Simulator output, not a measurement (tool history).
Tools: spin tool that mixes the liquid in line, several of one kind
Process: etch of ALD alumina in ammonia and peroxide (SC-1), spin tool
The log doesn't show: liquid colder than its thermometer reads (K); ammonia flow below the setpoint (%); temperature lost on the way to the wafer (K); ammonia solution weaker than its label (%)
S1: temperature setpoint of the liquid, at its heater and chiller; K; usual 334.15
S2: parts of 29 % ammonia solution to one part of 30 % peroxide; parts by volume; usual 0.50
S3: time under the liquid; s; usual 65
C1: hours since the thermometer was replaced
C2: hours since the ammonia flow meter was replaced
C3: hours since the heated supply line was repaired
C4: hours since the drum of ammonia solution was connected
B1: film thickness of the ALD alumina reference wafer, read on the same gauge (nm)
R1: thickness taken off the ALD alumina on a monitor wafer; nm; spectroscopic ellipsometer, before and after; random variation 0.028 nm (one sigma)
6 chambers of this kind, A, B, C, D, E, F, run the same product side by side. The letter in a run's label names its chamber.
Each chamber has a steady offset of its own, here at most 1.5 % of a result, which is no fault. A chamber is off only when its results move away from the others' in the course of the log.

{"hour": 4.7, "done": "chamber D: ammonia flow meter replaced"}
{"run": "1A", "hour": 12.3, "S1": 334.15, "S2": 0.5, "S3": 65, "C1": 841.5, "C2": 675.8, "C3": 1549.1, "C4": 467.0, "B1": 40.008, "R1": 7.6062}
{"run": "2C", "hour": 20.2, "S1": 334.15, "S2": 0.5, "S3": 65, "C1": 585.4, "C2": 153.6, "C3": 1106.0, "C4": 339.3, "B1": 39.996, "R1": 7.585}
{"hour": 27.2, "done": "chamber C: thermometer replaced"}
{"run": "3E", "hour": 33.7, "S1": 334.15, "S2": 0.5, "S3": 65, "C1": 1311.4, "C2": 93.5, "C3": 556.7, "C4": 699.2, "B1": 39.992, "R1": 7.4614}
{"run": "4F", "hour": 44.1, "S1": 334.15, "S2": 0.5, "S3": 65, "C1": 911.0, "C2": 2082.5, "C3": 1683.0, "C4": 899.6, "B1": 39.999, "R1": 7.5749}
{"run": "5B", "hour": 50.3, "S1": 334.15, "S2": 0.5, "S3": 65, "C1": 2961.5, "C2": 82.3, "C3": 95.8, "C4": 159.0, "B1": 39.998, "R1": 7.5682}
{"run": "6D", "hour": 63.4, "S1": 334.15, "S2": 0.5, "S3": 65, "C1": 938.0, "C2": 58.7, "C3": 709.8, "C4": 560.8, "B1": 40.0, "R1": 7.4415}
{"run": "7C", "hour": 71.3, "S1": 334.15, "S2": 0.25, "S3": 65, "C1": 44.1, "C2": 204.7, "C3": 1157.1, "C4": 390.4, "B1": 39.993, "R1": 7.0723}
{"run": "8E", "hour": 83.3, "S1": 334.15, "S2": 0.25, "S3": 65, "C1": 1361.0, "C2": 143.1, "C3": 606.3, "C4": 748.8, "B1": 40.006, "R1": 7.0054}
{"run": "9D", "hour": 96.7, "S1": 334.15, "S2": 0.25, "S3": 65, "C1": 971.3, "C2": 92.0, "C3": 743.1, "C4": 594.1, "B1": 39.982, "R1": 6.9823}
{"run": "10F", "hour": 109.8, "S1": 334.15, "S2": 0.25, "S3": 65, "C1": 976.7, "C2": 2148.2, "C3": 1748.7, "C4": 965.3, "B1": 40.006, "R1": 7.0471}
{"hour": 111.9, "done": "chamber E: new drum of ammonia solution connected"}
{"run": "11A", "hour": 120.1, "S1": 334.15, "S2": 0.25, "S3": 65, "C1": 949.3, "C2": 783.6, "C3": 1656.9, "C4": 574.8, "B1": 39.993, "R1": 7.0895}
{"run": "12B", "hour": 126.2, "S1": 334.15, "S2": 0.25, "S3": 65, "C1": 3037.4, "C2": 158.2, "C3": 171.7, "C4": 234.9, "B1": 39.979, "R1": 7.1012}
{"run": "13C", "hour": 135.2, "S1": 334.15, "S2": 0.5, "S3": 65, "C1": 108.0, "C2": 268.6, "C3": 1221.0, "C4": 454.3, "B1": 40.023, "R1": 7.6101}
{"run": "14B", "hour": 144.5, "S1": 334.15, "S2": 0.5, "S3": 65, "C1": 3055.7, "C2": 176.5, "C3": 190.0, "C4": 253.2, "B1": 39.987, "R1": 7.6283}
{"hour": 156.5, "done": "chamber B: thermometer replaced"}
{"run": "15D", "hour": 156.9, "S1": 334.15, "S2": 0.5, "S3": 35, "C1": 1031.5, "C2": 152.2, "C3": 803.3, "C4": 654.3, "B1": 40.021, "R1": 4.0182}
{"hour": 164.7, "done": "chamber C: new drum of ammonia solution connected"}
{"run": "16E", "hour": 167.1, "S1": 334.15, "S2": 0.5, "S3": 35, "C1": 1444.8, "C2": 226.9, "C3": 690.1, "C4": 55.3, "B1": 39.995, "R1": 4.0102}
{"run": "17A", "hour": 175.3, "S1": 334.15, "S2": 0.5, "S3": 35, "C1": 1004.5, "C2": 838.8, "C3": 1712.1, "C4": 630.0, "B1": 39.988, "R1": 4.1068}
{"run": "18F", "hour": 181.2, "S1": 334.15, "S2": 0.5, "S3": 35, "C1": 1048.1, "C2": 2219.6, "C3": 1820.1, "C4": 1036.7, "B1": 39.988, "R1": 4.0872}
{"hour": 186.7, "done": "chamber A: new drum of ammonia solution connected"}
{"hour": 189.3, "done": "chamber F: new drum of ammonia solution connected"}
{"run": "19F", "hour": 192.7, "S1": 334.15, "S2": 0.5, "S3": 35, "C1": 1059.6, "C2": 2231.1, "C3": 1831.6, "C4": 3.5, "B1": 39.991, "R1": 4.0753}
{"run": "20D", "hour": 204.0, "S1": 334.15, "S2": 0.5, "S3": 35, "C1": 1078.6, "C2": 199.3, "C3": 850.4, "C4": 701.4, "B1": 40.01, "R1": 4.0178}
{"run": "21E", "hour": 213.0, "S1": 334.15, "S2": 0.5, "S3": 65, "C1": 1490.7, "C2": 272.8, "C3": 736.0, "C4": 101.2, "B1": 40.007, "R1": 7.3698}
{"run": "22A", "hour": 221.3, "S1": 334.15, "S2": 0.6, "S3": 65, "C1": 1050.5, "C2": 884.8, "C3": 1758.1, "C4": 34.6, "B1": 39.984, "R1": 7.7675}
{"run": "23C", "hour": 233.7, "S1": 334.15, "S2": 0.6, "S3": 65, "C1": 206.5, "C2": 367.1, "C3": 1319.5, "C4": 69.0, "B1": 39.99, "R1": 7.6687}
{"hour": 235.8, "done": "chamber C: heated supply line repaired"}
{"run": "24B", "hour": 241.3, "S1": 334.15, "S2": 0.6, "S3": 65, "C1": 84.8, "C2": 273.3, "C3": 286.8, "C4": 350.0, "B1": 39.984, "R1": 7.6974}
{"hour": 249.7, "done": "chamber D: thermometer replaced"}
{"run": "25E", "hour": 251.9, "S1": 334.15, "S2": 0.6, "S3": 65, "C1": 1529.6, "C2": 311.7, "C3": 774.9, "C4": 140.1, "B1": 40.018, "R1": 7.5194}
{"run": "26D", "hour": 262.2, "S1": 334.15, "S2": 0.6, "S3": 65, "C1": 12.5, "C2": 257.5, "C3": 908.6, "C4": 759.6, "B1": 40.002, "R1": 7.6125}
{"run": "27C", "hour": 270.3, "S1": 334.15, "S2": 0.6, "S3": 65, "C1": 243.1, "C2": 403.7, "C3": 34.6, "C4": 105.6, "B1": 39.978, "R1": 7.7459}
{"run": "28B", "hour": 282.9, "S1": 334.15, "S2": 0.5, "S3": 65, "C1": 126.4, "C2": 314.9, "C3": 328.4, "C4": 391.6, "B1": 40.019, "R1": 7.5709}
{"run": "29A", "hour": 292.6, "S1": 334.15, "S2": 0.5, "S3": 65, "C1": 1121.8, "C2": 956.1, "C3": 1829.4, "C4": 105.9, "B1": 40.013, "R1": 7.6226}
{"run": "30F", "hour": 304.9, "S1": 334.15, "S2": 0.5, "S3": 65, "C1": 1171.8, "C2": 2343.3, "C3": 1943.8, "C4": 115.7, "B1": 40.012, "R1": 7.535}
{"run": "31C", "hour": 313.1, "S1": 334.15, "S2": 0.5, "S3": 65, "C1": 285.9, "C2": 446.5, "C3": 77.4, "C4": 148.4, "B1": 40.009, "R1": 7.5644}
{"run": "32E", "hour": 322.1, "S1": 334.15, "S2": 0.5, "S3": 65, "C1": 1599.8, "C2": 381.9, "C3": 845.1, "C4": 210.3, "B1": 40.0, "R1": 7.24}
{"run": "33D", "hour": 328.4, "S1": 334.15, "S2": 0.5, "S3": 65, "C1": 78.7, "C2": 323.7, "C3": 974.8, "C4": 825.8, "B1": 39.99, "R1": 7.436}
{"hour": 336.8, "done": "chamber F: ammonia flow meter replaced"}
{"run": "34B", "hour": 337.3, "S1": 343.15, "S2": 0.5, "S3": 65, "C1": 180.8, "C2": 369.3, "C3": 382.8, "C4": 446.0, "B1": 40.006, "R1": 12.016}
{"run": "35A", "hour": 346.9, "S1": 343.15, "S2": 0.5, "S3": 65, "C1": 1176.1, "C2": 1010.4, "C3": 1883.7, "C4": 160.2, "B1": 39.987, "R1": 11.766}
{"run": "36F", "hour": 357.6, "S1": 343.15, "S2": 0.5, "S3": 65, "C1": 1224.5, "C2": 20.9, "C3": 1996.5, "C4": 168.4, "B1": 39.997, "R1": 11.844}
{"run": "37F", "hour": 368.1, "S1": 343.15, "S2": 0.5, "S3": 65, "C1": 1235.0, "C2": 31.4, "C3": 2007.0, "C4": 178.9, "B1": 39.983, "R1": 11.806}
{"run": "38C", "hour": 380.9, "S1": 343.15, "S2": 0.5, "S3": 65, "C1": 353.7, "C2": 514.3, "C3": 145.2, "C4": 216.2, "B1": 39.999, "R1": 11.804}
{"hour": 385.8, "done": "chamber A: thermometer replaced"}
{"run": "39A", "hour": 390.1, "S1": 343.15, "S2": 0.5, "S3": 65, "C1": 4.3, "C2": 1053.6, "C3": 1926.9, "C4": 203.4, "B1": 39.99, "R1": 11.773}
{"run": "40B", "hour": 401.0, "S1": 334.15, "S2": 0.5, "S3": 65, "C1": 244.5, "C2": 433.0, "C3": 446.5, "C4": 509.7, "B1": 40.004, "R1": 7.6464}

All 6 chambers run these settings next. Forecast each chamber's results:
{"run": "41A", "hour": 410.8, "S1": 334.15, "S2": 0.5, "S3": 65, "R1": "?"}
{"run": "41B", "hour": 410.8, "S1": 334.15, "S2": 0.5, "S3": 65, "R1": "?"}
{"run": "41C", "hour": 410.8, "S1": 334.15, "S2": 0.5, "S3": 65, "R1": "?"}
{"run": "41D", "hour": 410.8, "S1": 334.15, "S2": 0.5, "S3": 65, "R1": "?"}
{"run": "41E", "hour": 410.8, "S1": 334.15, "S2": 0.5, "S3": 65, "R1": "?"}
{"run": "41F", "hour": 410.8, "S1": 334.15, "S2": 0.5, "S3": 65, "R1": "?"}

run=41A R1=7.6124
run=41B R1=7.5973
run=41C R1=7.5434
run=41D R1=7.4117
run=41E R1=7.2171
run=41F R1=7.5352
